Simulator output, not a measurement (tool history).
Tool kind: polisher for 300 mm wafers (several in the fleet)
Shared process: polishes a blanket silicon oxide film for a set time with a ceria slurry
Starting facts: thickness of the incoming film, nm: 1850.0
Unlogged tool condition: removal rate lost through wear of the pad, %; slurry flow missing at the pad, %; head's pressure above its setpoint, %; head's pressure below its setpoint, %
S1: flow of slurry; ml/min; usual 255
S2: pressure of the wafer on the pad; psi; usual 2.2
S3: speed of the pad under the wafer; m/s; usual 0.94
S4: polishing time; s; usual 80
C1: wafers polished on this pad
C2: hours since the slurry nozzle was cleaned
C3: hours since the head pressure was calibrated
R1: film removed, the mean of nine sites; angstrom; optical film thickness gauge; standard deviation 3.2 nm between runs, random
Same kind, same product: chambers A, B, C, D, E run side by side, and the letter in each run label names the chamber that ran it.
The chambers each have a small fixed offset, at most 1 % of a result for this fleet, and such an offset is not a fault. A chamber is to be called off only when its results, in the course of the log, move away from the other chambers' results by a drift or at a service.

run   hour   S1   S2    S3  S4   C1     C2     C3      R1
       4.7  -- chamber B: worn pad replaced by a new one
 1E    5.0  255  2.2  0.94  80  534  105.1  260.7  2766.2
 2D    9.5  255  2.2  0.94  80  116   46.8  710.2  2770.8
      11.6  -- chamber A: head pressure recalibrated
 3A   16.6  255  2.2  0.94  80  710   89.8    5.0  2836.6
      17.3  -- chamber D: head pressure recalibrated
 4C   21.0  255  2.2  0.94  80  422  353.0   47.7  2796.3
      26.5  -- chamber E: worn pad replaced by a new one
 5B   27.8  255  2.2  0.94  80  240  122.3  330.0  2781.4
 6A   34.4  255  2.2  0.94  80  895  107.6   22.8  2799.7
 7D   41.5  255  2.2  0.70  80  448   78.8   24.2  2089.2
      44.1  -- chamber A: worn pad replaced by a new one
 8C   47.4  255  2.2  0.70  80  696  379.4   74.1  2108.5
 9E   54.3  255  2.2  0.70  80  289  154.4  310.0  2120.7
10B   57.4  255  2.2  0.70  80  547  151.9  359.6  2097.8
      59.4  -- chamber C: worn pad replaced by a new one
11D   60.6  255  2.2  0.70  80  646   97.9   43.3  2067.2
12B   65.1  255  2.2  0.94  80  627  159.6  367.3  2717.6
      68.6  -- chamber D: worn pad replaced by a new one
      69.1  -- chamber E: head pressure recalibrated
13E   70.8  255  2.2  0.94  80  460  170.9    1.8  2780.1
14A   75.2  255  2.2  0.94  80  323  148.4   63.6  2781.6
15C   82.0  335  2.2  0.94  80  234  414.0  108.7  2881.0
16A   85.6  335  2.2  0.94  80  431  158.8   74.0  2929.2
17D   89.2  335  2.2  0.94  80  214  126.5   71.9  2909.0
      90.2  -- chamber E: worn pad replaced by a new one
      92.7  -- chamber B: worn pad replaced by a new one
18B   94.9  335  2.2  0.94  80   23  189.4  397.1  2802.5
19C   99.7  335  2.2  0.94  80  418  431.7  126.4  2902.0
20E  106.7  255  2.2  0.94  80  172  206.8   37.7  2826.6
21E  112.9  255  2.2  0.94  80  236  213.0   43.9  2810.5
22D  116.6  255  2.2  0.94  80  498  153.9   99.3  2760.2
23C  123.5  255  2.2  0.94  80  665  455.5  150.2  2808.6
24A  129.7  255  2.2  0.94  80  888  202.9  118.1  2777.0
25B  134.5  255  2.2  0.94  80  433  229.0  436.7  2703.3
26C  138.2  255  2.2  0.94  80  817  470.2  164.9  2849.8
27E  143.8  255  2.2  0.94  80  556  243.9   74.8  2825.6
     144.8  -- chamber D: worn pad replaced by a new one
     145.0  -- chamber A: worn pad replaced by a new one
28B  149.1  255  2.2  0.94  80  585  243.6  451.3  2724.4
     151.6  -- chamber C: worn pad replaced by a new one
29D  152.7  255  2.2  0.94  80   82  190.0  135.4  2846.3
     154.5  -- chamber E: worn pad replaced by a new one
30A  158.9  255  2.2  0.94  80  145  232.1  147.3  2790.2
31A  165.6  255  2.2  0.94  80  214  238.8  154.0  2804.6
     167.4  -- chamber B: worn pad replaced by a new one
32B  170.1  255  2.2  0.94  80   28  264.6  472.3  2643.2
     171.4  -- chamber E: slurry nozzle cleaned
33E  173.7  255  2.2  0.94  80  199    2.3  104.7  2804.1
34D  177.0  255  2.2  0.94  80  334  214.3  159.7  2793.0
35C  181.5  255  2.2  0.94  80  310  513.5  208.2  2802.4
36E  188.3  285  2.2  0.94  80  351   16.9  119.3  2923.1
37A  194.0  285  2.2  0.94  80  509  267.2  182.4  2824.1
38C  197.9  285  2.2  0.94  80  480  529.9  224.6  2803.3
39D  202.0  285  2.2  0.94  80  593  239.3  184.7  2871.1
40B  206.4  285  2.2  0.94  80  404  300.9  508.6  2638.4
41A  209.8  255  2.2  0.94  80  672  283.0  198.2  2724.5
42B  216.5  255  2.5  0.94  69  509  311.0  518.7  2549.8

Each of the 5 chambers runs these same settings next. Fill in every chamber's results:
43A  221.7  255  2.2  0.84  80               ?
43B  221.7  255  2.2  0.84  80               ?
43C  221.7  255  2.2  0.84  80               ?
43D  221.7  255  2.2  0.84  80               ?
43E  221.7  255  2.2  0.84  80               ?

run      R1
43A  2482.8
43B  2343.9
43C  2521.6
43D  2506.6
43E  2514.9
